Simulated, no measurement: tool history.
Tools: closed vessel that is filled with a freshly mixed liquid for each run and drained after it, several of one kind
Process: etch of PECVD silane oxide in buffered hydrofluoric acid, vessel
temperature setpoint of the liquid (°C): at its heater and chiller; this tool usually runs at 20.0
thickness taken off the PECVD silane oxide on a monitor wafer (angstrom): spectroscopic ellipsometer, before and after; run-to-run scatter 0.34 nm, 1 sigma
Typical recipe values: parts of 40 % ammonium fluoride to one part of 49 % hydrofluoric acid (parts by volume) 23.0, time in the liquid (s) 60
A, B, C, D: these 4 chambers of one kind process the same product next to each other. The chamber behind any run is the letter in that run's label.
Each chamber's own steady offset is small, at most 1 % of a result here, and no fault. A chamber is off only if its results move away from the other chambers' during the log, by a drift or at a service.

| run | day | temperature setpoint of the liquid (°C) | parts of 40 % ammonium fluoride to one part of 49 % hydrofluoric acid (parts by volume) | time in the liquid (s) | hours since the thermometer was replaced | hours since the hydrofluoric acid flow meter was replaced | read-back film thickness of the PECVD silane oxide reference wafer, read on the same gauge (nm) | thickness taken off the PECVD silane oxide on a monitor wafer (angstrom) |
|---|---|---|---|---|---|---|---|---|
| 1D | 0.271 | 20.0 | 23.0 | 60 | 1814.2 | 990.7 | 49.987 | 458.83 |
| 2B | 0.596 | 20.0 | 23.0 | 60 | 1067.2 | 57.4 | 50.056 | 477.23 |
| 3A | 0.904 | 20.0 | 23.0 | 60 | 478.4 | 370.3 | 49.960 | 467.56 |
| 4C | 1.158 | 20.0 | 23.0 | 60 | 127.9 | 356.8 | 49.964 | 462.96 |
| 5D | 1.358 | 20.0 | 23.0 | 60 | 1840.3 | 1016.8 | 49.974 | 459.18 |
| 6C | 1.704 | 20.0 | 23.0 | 60 | 141.0 | 369.9 | 50.007 | 466.85 |
| 7B | 1.942 | 17.0 | 17.5 | 60 | 1099.5 | 89.7 | 50.009 | 496.03 |
| 8A | 2.275 | 17.0 | 17.5 | 60 | 511.3 | 403.2 | 49.996 | 497.42 |
| 9A | 2.658 | 17.0 | 17.5 | 60 | 520.5 | 412.4 | 49.991 | 495.74 |
| 10D | 2.925 | 17.0 | 17.5 | 60 | 1877.9 | 1054.4 | 50.011 | 492.52 |
| 11C | 3.104 | 20.0 | 23.0 | 60 | 174.6 | 403.5 | 50.007 | 465.71 |
| 12B | 3.308 | 21.5 | 23.0 | 60 | 1132.3 | 122.5 | 50.011 | 504.13 |
| 13D | 3.488 | 21.5 | 23.0 | 60 | 1891.4 | 1067.9 | 50.008 | 505.76 |
| 14B | 3.696 | 21.5 | 23.0 | 60 | 1141.6 | 131.8 | 50.023 | 501.81 |
| 15A | 4.004 | 21.5 | 23.0 | 60 | 552.8 | 444.7 | 49.992 | 511.72 |
|  | 4.062 | chamber A: hydrofluoric acid flow meter replaced |
| 16C | 4.308 | 20.0 | 16.0 | 90 | 203.5 | 432.4 | 50.006 | 955.07 |
| 17B | 4.496 | 20.0 | 16.0 | 90 | 1160.8 | 151.0 | 49.986 | 965.35 |
| 18C | 4.721 | 20.0 | 16.0 | 90 | 213.4 | 442.3 | 50.018 | 955.15 |
| 19D | 5.075 | 20.0 | 16.0 | 90 | 1929.5 | 1106.0 | 50.015 | 978.13 |
| 20A | 5.383 | 20.0 | 23.0 | 60 | 585.9 | 31.8 | 50.030 | 472.92 |
| 21D | 5.625 | 20.0 | 23.0 | 60 | 1942.7 | 1119.2 | 49.947 | 470.07 |
| 22C | 5.950 | 20.0 | 23.0 | 60 | 242.9 | 471.8 | 49.979 | 470.10 |
| 23B | 6.162 | 22.5 | 23.0 | 60 | 1200.8 | 191.0 | 50.045 | 538.55 |
| 24A | 6.504 | 22.5 | 23.0 | 60 | 612.8 | 58.7 | 50.004 | 540.90 |
| 25C | 6.779 | 22.5 | 23.0 | 60 | 262.8 | 491.7 | 49.963 | 538.68 |
| 26A | 7.104 | 22.5 | 23.0 | 60 | 627.2 | 73.1 | 50.014 | 533.81 |
|  | 7.242 | chamber B: thermometer replaced |
| 27B | 7.312 | 20.0 | 23.0 | 60 | 1.7 | 218.6 | 49.988 | 468.47 |
| 28D | 7.621 | 20.0 | 23.0 | 60 | 1990.6 | 1167.1 | 50.029 | 482.30 |
| 29B | 7.954 | 20.0 | 30.0 | 60 | 17.1 | 234.0 | 49.999 | 389.18 |
| 30D | 8.158 | 20.0 | 30.0 | 60 | 2003.5 | 1180.0 | 50.007 | 400.38 |

Is one chamber out of step, is the gauge drifting, or do the chambers differ by no more than their own small offsets? For an off chamber, give its letter and the likeliest cause.

It is chamber D that slowly wanders off from its peers.
Likeliest cause: liquid hotter than its thermometer reads (K) = 0.908.
The log may not separate it from: hydrofluoric acid flow above the setpoint (%).

Chamber D could run next with any of the 4 candidate recipes listed below; each alters the usual settings, and their results appear as question marks. Which one brings its results back in line with what the other chambers deliver on the usual settings?
In line here means within this much of the mean the other chambers give on the usual settings: thickness taken off the PECVD silane oxide on a monitor wafer (angstrom) 12.00
| 31D-1 | 8.442 | 20.0 | 24.5 | 60 |  |  |  | ? |
| 31D-2 | 8.442 | 20.0 | 22.5 | 65 |  |  |  | ? |
| 31D-3 | 8.442 | 20.0 | 23.0 | 55 |  |  |  | ? |
| 31D-4 | 8.442 | 20.5 | 22.5 | 60 |  |  |  | ? |

The mean the other chambers reach with the usual settings: thickness taken off the PECVD silane oxide on a monitor wafer (angstrom) 467.09
| run | thickness taken off the PECVD silane oxide on a monitor wafer (angstrom) |
|---|---|
| 31D-1 | 463.00 |
| 31D-2 | 532.40 |
| 31D-3 | 443.62 |
| 31D-4 | 505.07 |
31D-1 brings the chamber back in line.
